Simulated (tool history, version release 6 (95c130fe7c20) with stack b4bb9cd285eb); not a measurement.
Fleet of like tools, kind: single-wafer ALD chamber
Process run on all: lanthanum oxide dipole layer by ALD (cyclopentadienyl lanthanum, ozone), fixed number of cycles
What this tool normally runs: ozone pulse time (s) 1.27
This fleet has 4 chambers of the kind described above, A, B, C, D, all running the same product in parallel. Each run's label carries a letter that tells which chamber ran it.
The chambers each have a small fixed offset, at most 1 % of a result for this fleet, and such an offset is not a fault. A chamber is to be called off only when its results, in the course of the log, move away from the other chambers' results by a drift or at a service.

run   hour  ozone pulse time (s)  read-back reference wafer on the same gauge, thickness_nm  mean film thickness on the monitor wafer (Å)
 1C    7.1                  1.27                                                    0.53814                                        5.3524
 2A   20.6                  1.27                                                    0.53801                                         5.357
 3D   36.4                  1.27                                                    0.53805                                        5.3273
 4B   43.8                  1.27                                                    0.53767                                        5.3296
 5B   55.1                  1.27                                                    0.53843                                        5.3399
 6D   65.5                  1.27                                                    0.53799                                        5.3198
 7C   74.2                  1.27                                                    0.53778                                        5.3816
 8A   88.9                  1.27                                                    0.53798                                        5.3554
      89.8  -- chamber A: thermocouple changed; heater temperature recalibrated
 9D   96.9                  1.27                                                    0.53778                                        5.3238
10B  109.4                  1.27                                                    0.53823                                        5.3368
11A  125.4                  1.27                                                    0.53808                                        5.3387
12C  138.4                  1.27                                                    0.53788                                        5.3614
13B  147.7                  1.27                                                    0.53789                                        5.3515
14D  156.9                  1.63                                                    0.53831                                        5.5522
15C  166.2                  1.63                                                    0.53811                                        5.6027
16A    179                  1.63                                                    0.53793                                        5.5766
17D  188.9                  1.63                                                    0.53765                                        5.5409
18B  200.5                  1.67                                                    0.53821                                        5.5946
19C  210.9                  1.67                                                     0.5383                                        5.5901
20A  225.2                  1.67                                                    0.53782                                        5.5832
21A  237.9                  1.67                                                    0.53792                                        5.5883
22D  251.7                  1.27                                                    0.53822                                        5.2341
23B  265.8                  1.27                                                    0.53811                                        5.3531
24C  280.9                  1.27                                                    0.53834                                        5.3791
25A  291.3                  1.27                                                    0.53746                                        5.3797
26D  303.8                  1.27                                                    0.53752                                        5.1672
27B  312.1                  1.27                                                    0.53811                                        5.3078
28C  319.2                  1.27                                                    0.53772                                        5.3504
29D  328.6                  0.96                                                    0.53822                                        4.7234
30B  337.6                  0.96                                                    0.53792                                        4.9669
31C  349.5                  0.96                                                    0.53783                                        4.9701

Read the log: is a single chamber off, either drifting away or since a service, is the gauge that measures every chamber drifting, or is nothing wrong beyond small per-chamber offsets? Name any odd chamber and what most likely caused it.

It is chamber D that slowly wanders off from its peers.
Most likely cause: ozone dose below that of a generator just serviced (%) = 14.1.

Chamber D could run next with any of the 4 candidate recipes listed below; each alters the usual settings, and their results appear as question marks. Which one brings its results back in line with what the other chambers deliver on the usual settings?
Maximum distance from the other chambers' mean on the usual settings for a result to count as in line: mean film thickness on the monitor wafer (Å) 0.062
32D-1  361.2                  1.21                                                                                                        ?
32D-2  361.2                  1.12                                                                                                        ?
32D-3  361.2                  1.33                                                                                                        ?
32D-4  361.2                  1.49                                                                                                        ?

Mean of the other chambers on the usual settings: mean film thickness on the monitor wafer (Å) 5.3453
  run  mean film thickness on the monitor wafer (Å)
32D-1                                        5.0619
32D-2                                        4.9391
32D-3                                        5.1986
32D-4                                        5.3417
It is 32D-4 that realigns the chamber with its peers.

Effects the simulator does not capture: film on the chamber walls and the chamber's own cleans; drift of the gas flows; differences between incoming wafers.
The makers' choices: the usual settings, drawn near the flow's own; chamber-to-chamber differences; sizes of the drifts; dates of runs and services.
